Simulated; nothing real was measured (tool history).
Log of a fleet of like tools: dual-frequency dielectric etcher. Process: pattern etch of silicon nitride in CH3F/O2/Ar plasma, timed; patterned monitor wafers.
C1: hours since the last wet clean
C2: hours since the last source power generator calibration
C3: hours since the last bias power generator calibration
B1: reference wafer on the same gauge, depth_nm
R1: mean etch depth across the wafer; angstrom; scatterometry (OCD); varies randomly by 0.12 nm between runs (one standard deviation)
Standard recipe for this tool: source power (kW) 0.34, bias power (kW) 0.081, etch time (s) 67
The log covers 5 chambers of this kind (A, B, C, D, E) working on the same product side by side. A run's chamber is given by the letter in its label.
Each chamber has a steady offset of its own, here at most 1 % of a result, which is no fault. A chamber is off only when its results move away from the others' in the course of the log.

Run 1D, hour 9: usual settings; C1 425.3; C2 3325.1; C3 586.7; B1 41.068. Result: R1 462.23 angstrom.
Run 2E, hour 19.6: usual settings; C1 238.9; C2 730.6; C3 618.4; B1 41.118. Result: R1 463.86 angstrom.
Run 3A, hour 26.9: usual settings; C1 313.3; C2 1040.7; C3 1883.1; B1 41.101. Result: R1 461.8 angstrom.
Run 4B, hour 33.2: usual settings; C1 449.7; C2 2207; C3 524; B1 41.104. Result: R1 462.33 angstrom.
Run 5C, hour 42.9: usual settings; C1 427.6; C2 2267.6; C3 1276.6; B1 41.105. Result: R1 459.31 angstrom.
Run 6A, hour 49.1: usual settings; C1 335.5; C2 1062.9; C3 1905.3; B1 41.088. Result: R1 459.69 angstrom.
At hour 49.4: chamber C: wet clean of the chamber.
Run 7E, hour 54.8: usual settings but etch time (s) 53.5; C1 274.1; C2 765.8; C3 653.6; B1 41.09. Result: R1 370.63 angstrom.
At hour 61.3: chamber B: wet clean of the chamber.
Run 8D, hour 62.4: usual settings but etch time (s) 53.5; C1 478.7; C2 3378.5; C3 640.1; B1 41.098. Result: R1 368.19 angstrom.
Run 9B, hour 72: usual settings but etch time (s) 53.5; C1 10.8; C2 2245.8; C3 562.8; B1 41.102. Result: R1 369.9 angstrom.
Run 10C, hour 81.2: usual settings but etch time (s) 53.5; C1 31.9; C2 2305.9; C3 1314.9; B1 41.07. Result: R1 367.39 angstrom.
Run 11E, hour 92.3: usual settings but etch time (s) 53.5; C1 311.6; C2 803.3; C3 691.1; B1 41.085. Result: R1 370 angstrom.
Run 12C, hour 102.2: usual settings; C1 52.9; C2 2326.9; C3 1335.9; B1 41.084. Result: R1 461.72 angstrom.
Run 13B, hour 111: usual settings; C1 49.8; C2 2284.8; C3 601.8; B1 41.116. Result: R1 462.79 angstrom.
Run 14D, hour 120.6: usual settings; C1 536.9; C2 3436.7; C3 698.3; B1 41.103. Result: R1 463.51 angstrom.
At hour 129.4: chamber D: wet clean of the chamber.
Run 15A, hour 129.7: usual settings; C1 416.1; C2 1143.5; C3 1985.9; B1 41.071. Result: R1 464.06 angstrom.
Run 16D, hour 137.9: usual settings but source power (kW) 0.41, bias power (kW) 0.096; C1 8.6; C2 3454; C3 715.6; B1 41.073. Result: R1 527.46 angstrom.
Run 17B, hour 144.9: usual settings but source power (kW) 0.41, bias power (kW) 0.096; C1 83.7; C2 2318.7; C3 635.7; B1 41.12. Result: R1 529.39 angstrom.
Run 18A, hour 155.7: usual settings but source power (kW) 0.41, bias power (kW) 0.096; C1 442.1; C2 1169.5; C3 2011.9; B1 41.114. Result: R1 527.66 angstrom.
Run 19C, hour 163.6: usual settings but source power (kW) 0.41, bias power (kW) 0.096; C1 114.3; C2 2388.3; C3 1397.3; B1 41.124. Result: R1 522.37 angstrom.
At hour 164.6: chamber D: source power generator calibrated.
Run 20E, hour 173.6: usual settings but source power (kW) 0.41, bias power (kW) 0.096; C1 392.9; C2 884.6; C3 772.4; B1 41.08. Result: R1 529.11 angstrom.
Run 21A, hour 185.1: usual settings but source power (kW) 0.29, etch time (s) 51.5; C1 471.5; C2 1198.9; C3 2041.3; B1 41.094. Result: R1 335.87 angstrom.
Run 22D, hour 193.7: usual settings but source power (kW) 0.29, etch time (s) 51.5; C1 64.4; C2 29.2; C3 771.4; B1 41.104. Result: R1 333.61 angstrom.
At hour 196.6: chamber A: wet clean of the chamber.
Run 23E, hour 202.4: usual settings but source power (kW) 0.29, etch time (s) 51.5; C1 421.7; C2 913.4; C3 801.2; B1 41.102. Result: R1 336.38 angstrom.
Run 24B, hour 214.9: usual settings but source power (kW) 0.29, etch time (s) 51.5; C1 153.7; C2 2388.7; C3 705.7; B1 41.109. Result: R1 333.79 angstrom.
Run 25C, hour 221.2: usual settings but source power (kW) 0.29, etch time (s) 51.5; C1 171.9; C2 2445.9; C3 1454.9; B1 41.139. Result: R1 335.57 angstrom.
Run 26A, hour 231.4: usual settings; C1 34.8; C2 1245.2; C3 2087.6; B1 41.119. Result: R1 468.14 angstrom.
Run 27B, hour 239.8: usual settings; C1 178.6; C2 2413.6; C3 730.6; B1 41.12. Result: R1 463.25 angstrom.
Run 28D, hour 249.1: usual settings; C1 119.8; C2 84.6; C3 826.8; B1 41.109. Result: R1 461.39 angstrom.
Run 29E, hour 258.5: usual settings but bias power (kW) 0.092, etch time (s) 85; C1 477.8; C2 969.5; C3 857.3; B1 41.078. Result: R1 615.06 angstrom.
Run 30C, hour 268.9: usual settings but bias power (kW) 0.092, etch time (s) 85; C1 219.6; C2 2493.6; C3 1502.6; B1 41.117. Result: R1 613.83 angstrom.
Run 31D, hour 278.7: usual settings but bias power (kW) 0.092, etch time (s) 85; C1 149.4; C2 114.2; C3 856.4; B1 41.114. Result: R1 613.63 angstrom.
At hour 285.9: chamber E: wet clean of the chamber.
Run 32E, hour 289.2: usual settings but bias power (kW) 0.092, etch time (s) 85; C1 3.4; C2 1000.2; C3 888; B1 41.072. Result: R1 615.34 angstrom.
Run 33B, hour 296.1: usual settings but bias power (kW) 0.092, etch time (s) 85; C1 234.9; C2 2469.9; C3 786.9; B1 41.112. Result: R1 613.09 angstrom.
Run 34A, hour 302.8: usual settings; C1 106.2; C2 1316.6; C3 2159; B1 41.105. Result: R1 465.6 angstrom.
Run 35C, hour 314.9: usual settings but source power (kW) 0.26; C1 265.6; C2 2539.6; C3 1548.6; B1 41.107. Result: R1 418.65 angstrom.
Run 36C, hour 325: usual settings but source power (kW) 0.26; C1 275.7; C2 2549.7; C3 1558.7; B1 41.091. Result: R1 419.61 angstrom.
Run 37A, hour 335.9: usual settings but source power (kW) 0.26; C1 139.3; C2 1349.7; C3 2192.1; B1 41.088. Result: R1 424.91 angstrom.
Run 38E, hour 344.4: usual settings but source power (kW) 0.26; C1 58.6; C2 1055.4; C3 943.2; B1 41.071. Result: R1 419.57 angstrom.
Run 39D, hour 352.3: usual settings but source power (kW) 0.26; C1 223; C2 187.8; C3 930; B1 41.136. Result: R1 414.31 angstrom.
Run 40B, hour 364.7: usual settings; C1 303.5; C2 2538.5; C3 855.5; B1 41.105. Result: R1 461.97 angstrom.
Run 41E, hour 373.7: usual settings; C1 87.9; C2 1084.7; C3 972.5; B1 41.086. Result: R1 463.15 angstrom.
Run 42D, hour 384.5: usual settings; C1 255.2; C2 220; C3 962.2; B1 41.088. Result: R1 461.49 angstrom.

Read the log: is a single chamber off, either drifting away or since a service, is the gauge that measures every chamber drifting, or is nothing wrong beyond small per-chamber offsets? Name any odd chamber and what most likely caused it.

Little by little, chamber A moves away from the other chambers.
Cause: bias power that arrives over what is set, % = 5.14.
The log might look much the same if the cause were instead: source power that arrives over what is set, %.

Chamber A could run next with any of the 4 candidate recipes listed below; each alters the usual settings, and their results appear as question marks. Which one brings its results back in line with what the other chambers deliver on the usual settings?
In line here means within this much of the mean the other chambers give on the usual settings: R1 4.3 angstrom
Run 43A-1, hour 393.5: usual settings but source power (kW) 0.35, bias power (kW) 0.083. Result: R1 ?.
Run 43A-2, hour 393.5: usual settings but source power (kW) 0.31. Result: R1 ?.
Run 43A-3, hour 393.5: usual settings but etch time (s) 66. Result: R1 ?.
Run 43A-4, hour 393.5: usual settings but etch time (s) 69.5. Result: R1 ?.

Other chambers, usual settings, mean: R1 461.74 angstrom
  run      R1
43A-1  479.26
43A-2   453.9
43A-3  462.91
43A-4  487.45
43A-3 puts the chamber back in line with the other chambers.
